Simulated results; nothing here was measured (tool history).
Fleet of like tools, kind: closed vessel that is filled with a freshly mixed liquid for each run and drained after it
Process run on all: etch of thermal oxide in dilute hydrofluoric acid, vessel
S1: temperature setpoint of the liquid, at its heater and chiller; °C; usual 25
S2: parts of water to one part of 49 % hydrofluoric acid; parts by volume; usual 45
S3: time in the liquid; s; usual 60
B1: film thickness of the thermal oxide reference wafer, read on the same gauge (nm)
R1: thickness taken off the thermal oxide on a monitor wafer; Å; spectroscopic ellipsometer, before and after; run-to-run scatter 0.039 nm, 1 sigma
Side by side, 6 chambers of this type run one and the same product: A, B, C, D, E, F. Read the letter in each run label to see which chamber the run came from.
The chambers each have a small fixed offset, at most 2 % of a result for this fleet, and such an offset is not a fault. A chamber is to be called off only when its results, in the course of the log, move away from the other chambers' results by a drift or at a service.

run	hour	S1	S2	S3	B1	R1
1F	6.1	25	45	60	80.01	71.231
2E	11.2	25	45	60	80.053	71.072
3A	17.2	25	45	60	80.031	71.701
4B	20.5	25	45	60	80.006	72.126
5D	25.8	25	45	60	79.999	70.844
6C	30.7	25	45	60	79.991	71.476
7E	36.9	25	45	60	80.008	71.679
8D	43.4	25	45	60	80.04	71.587
9F	49.4	25	45	60	79.95	71.2
10C	53	25	45	60	79.963	73.08
11B	56.5	25	45	60	80.064	72.903
12A	61.1	25	45	60	79.981	71.513
13F	65.4	25	45	60	80.056	70.662
14E	69.9	25	45	60	80.02	71.665
15D	73.7	25	30	60	80.048	111.14
16A	80.4	25	30	60	80.04	111.29
17B	84	25	30	60	79.985	112.46
18C	89.3	25	30	60	80.002	110.13
19E	95.1	25	30	60	79.994	109.88
20D	100.6	25	30	60	80.009	111.44
21A	105.1	25	45	60	80.051	72.43
22F	109.8	25	45	60	80.014	70.91
23C	116.5	25	45	60	80.009	72.404
24B	121.7	25	35	90	80.005	143.55
25A	126.3	25	35	90	79.978	140.82
26B	130.3	25	35	90	79.986	142.77
27F	134.8	25	35	90	79.988	138.6
# hour 139.4: chamber E: hydrofluoric acid flow meter replaced
28C	141.6	25	35	90	80.021	140.95
29D	148	25	35	90	80.024	140.58
30E	152.4	25	45	60	79.994	71.36
31A	156.3	25	45	60	80.034	71.447
32F	162.4	25	45	60	79.95	71.328
33E	165.8	25	45	60	80.043	70.735
34C	172.4	25	45	60	79.98	72.352
35D	178.7	22.5	45	60	80.049	65.043
36B	185.3	22.5	45	60	79.981	66.071
37D	190.2	22.5	45	60	80.006	65.17
38B	197	22.5	45	60	80.014	64.88
39F	201.1	22.5	45	60	79.987	63.784
40C	206.4	22.5	45	60	79.995	64.481
41E	211.4	25	45	60	79.981	71.254
42A	215	25	45	60	79.976	71.381

Has any chamber moved away from the others, gradually or after a service, or does the common gauge drift, or do the chambers differ only by their own small steady offsets? State the chamber and the most likely cause if one applies.

Beyond each chamber's small constant offset nothing stands out, and the gauge stays steady.
